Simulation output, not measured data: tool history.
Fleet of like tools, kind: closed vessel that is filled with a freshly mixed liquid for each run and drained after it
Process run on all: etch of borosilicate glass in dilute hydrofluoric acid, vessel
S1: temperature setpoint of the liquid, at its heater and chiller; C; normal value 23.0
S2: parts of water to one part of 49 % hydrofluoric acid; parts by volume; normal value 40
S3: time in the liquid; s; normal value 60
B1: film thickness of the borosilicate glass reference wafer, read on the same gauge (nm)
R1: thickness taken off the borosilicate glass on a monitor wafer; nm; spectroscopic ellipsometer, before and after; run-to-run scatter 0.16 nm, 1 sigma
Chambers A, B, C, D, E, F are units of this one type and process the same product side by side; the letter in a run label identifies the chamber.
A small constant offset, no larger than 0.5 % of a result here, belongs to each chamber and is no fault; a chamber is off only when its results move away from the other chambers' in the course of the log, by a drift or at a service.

{"run": "1A", "hour": 5.8, "S1": 23.0, "S2": 40, "S3": 60, "B1": 79.985, "R1": 44.466}
{"run": "2C", "hour": 13.5, "S1": 23.0, "S2": 40, "S3": 60, "B1": 80.01, "R1": 44.644}
{"run": "3E", "hour": 21.8, "S1": 23.0, "S2": 40, "S3": 60, "B1": 80.004, "R1": 44.411}
{"run": "4D", "hour": 26.5, "S1": 23.0, "S2": 40, "S3": 60, "B1": 79.981, "R1": 44.397}
{"run": "5F", "hour": 32.8, "S1": 23.0, "S2": 50, "S3": 30, "B1": 80.01, "R1": 17.457}
{"run": "6B", "hour": 41.8, "S1": 23.0, "S2": 50, "S3": 30, "B1": 79.997, "R1": 17.485}
{"run": "7B", "hour": 50.5, "S1": 23.0, "S2": 50, "S3": 30, "B1": 79.986, "R1": 17.416}
{"run": "8D", "hour": 57.1, "S1": 23.0, "S2": 50, "S3": 30, "B1": 79.983, "R1": 17.488}
{"run": "9F", "hour": 64.8, "S1": 23.0, "S2": 50, "S3": 30, "B1": 79.996, "R1": 17.504}
{"run": "10E", "hour": 70.3, "S1": 23.0, "S2": 50, "S3": 30, "B1": 80.01, "R1": 17.428}
{"run": "11C", "hour": 80.4, "S1": 23.0, "S2": 40, "S3": 60, "B1": 79.995, "R1": 44.683}
{"run": "12A", "hour": 88.3, "S1": 23.0, "S2": 40, "S3": 60, "B1": 80.019, "R1": 44.316}
{"hour": 92.3, "done": "chamber C: hydrofluoric acid flow meter replaced"}
{"run": "13D", "hour": 95.2, "S1": 23.0, "S2": 40, "S3": 60, "B1": 79.992, "R1": 44.554}
{"run": "14A", "hour": 102.1, "S1": 23.0, "S2": 40, "S3": 60, "B1": 79.996, "R1": 44.276}
{"hour": 105.5, "done": "chamber A: hydrofluoric acid flow meter replaced"}
{"run": "15E", "hour": 110.0, "S1": 23.0, "S2": 40, "S3": 60, "B1": 80.004, "R1": 44.497}
{"run": "16C", "hour": 115.3, "S1": 23.0, "S2": 40, "S3": 60, "B1": 79.977, "R1": 44.53}
{"run": "17B", "hour": 124.0, "S1": 23.0, "S2": 40, "S3": 60, "B1": 79.984, "R1": 44.466}
{"run": "18F", "hour": 131.5, "S1": 23.0, "S2": 40, "S3": 60, "B1": 80.019, "R1": 44.611}
{"run": "19F", "hour": 136.2, "S1": 23.0, "S2": 40, "S3": 60, "B1": 79.999, "R1": 44.177}
{"run": "20B", "hour": 140.6, "S1": 20.5, "S2": 40, "S3": 50, "B1": 80.008, "R1": 33.104}
{"run": "21E", "hour": 147.6, "S1": 20.5, "S2": 40, "S3": 50, "B1": 79.993, "R1": 33.29}
{"run": "22D", "hour": 156.5, "S1": 20.5, "S2": 40, "S3": 50, "B1": 80.002, "R1": 33.291}
{"hour": 157.4, "done": "chamber E: thermometer replaced"}
{"hour": 162.8, "done": "chamber D: hydrofluoric acid flow meter replaced"}
{"run": "23C", "hour": 165.1, "S1": 20.5, "S2": 40, "S3": 50, "B1": 80.001, "R1": 33.404}
{"run": "24A", "hour": 170.3, "S1": 20.5, "S2": 40, "S3": 50, "B1": 79.999, "R1": 33.315}
{"run": "25D", "hour": 176.2, "S1": 20.5, "S2": 40, "S3": 50, "B1": 80.005, "R1": 33.331}
{"run": "26C", "hour": 184.0, "S1": 23.0, "S2": 40, "S3": 60, "B1": 79.995, "R1": 44.53}
{"run": "27F", "hour": 193.9, "S1": 21.5, "S2": 40, "S3": 45, "B1": 79.992, "R1": 31.318}
{"run": "28B", "hour": 198.5, "S1": 21.5, "S2": 40, "S3": 45, "B1": 80.008, "R1": 31.299}
{"run": "29A", "hour": 203.0, "S1": 21.5, "S2": 40, "S3": 45, "B1": 79.996, "R1": 31.341}
{"run": "30E", "hour": 209.7, "S1": 21.5, "S2": 40, "S3": 45, "B1": 79.99, "R1": 31.069}
{"run": "31B", "hour": 217.0, "S1": 21.5, "S2": 40, "S3": 45, "B1": 80.006, "R1": 31.196}
{"run": "32A", "hour": 221.5, "S1": 21.5, "S2": 40, "S3": 45, "B1": 80.005, "R1": 31.322}
{"run": "33F", "hour": 226.1, "S1": 23.0, "S2": 40, "S3": 60, "B1": 80.012, "R1": 44.25}
{"run": "34E", "hour": 235.9, "S1": 23.0, "S2": 40, "S3": 60, "B1": 80.001, "R1": 44.183}
{"run": "35D", "hour": 245.7, "S1": 23.0, "S2": 40, "S3": 60, "B1": 80.006, "R1": 44.453}
{"run": "36C", "hour": 251.4, "S1": 23.0, "S2": 40, "S3": 60, "B1": 79.999, "R1": 44.51}

Each of the 6 chambers runs these same settings next. Fill in every chamber's results:
{"run": "37A", "hour": 258.6, "S1": 23.0, "S2": 60, "S3": 60, "R1": "?"}
{"run": "37B", "hour": 258.6, "S1": 23.0, "S2": 60, "S3": 60, "R1": "?"}
{"run": "37C", "hour": 258.6, "S1": 23.0, "S2": 60, "S3": 60, "R1": "?"}
{"run": "37D", "hour": 258.6, "S1": 23.0, "S2": 60, "S3": 60, "R1": "?"}
{"run": "37E", "hour": 258.6, "S1": 23.0, "S2": 60, "S3": 60, "R1": "?"}
{"run": "37F", "hour": 258.6, "S1": 23.0, "S2": 60, "S3": 60, "R1": "?"}

run=37A R1=29.045
run=37B R1=28.934
run=37C R1=28.977
run=37D R1=28.828
run=37E R1=28.487
run=37F R1=28.691
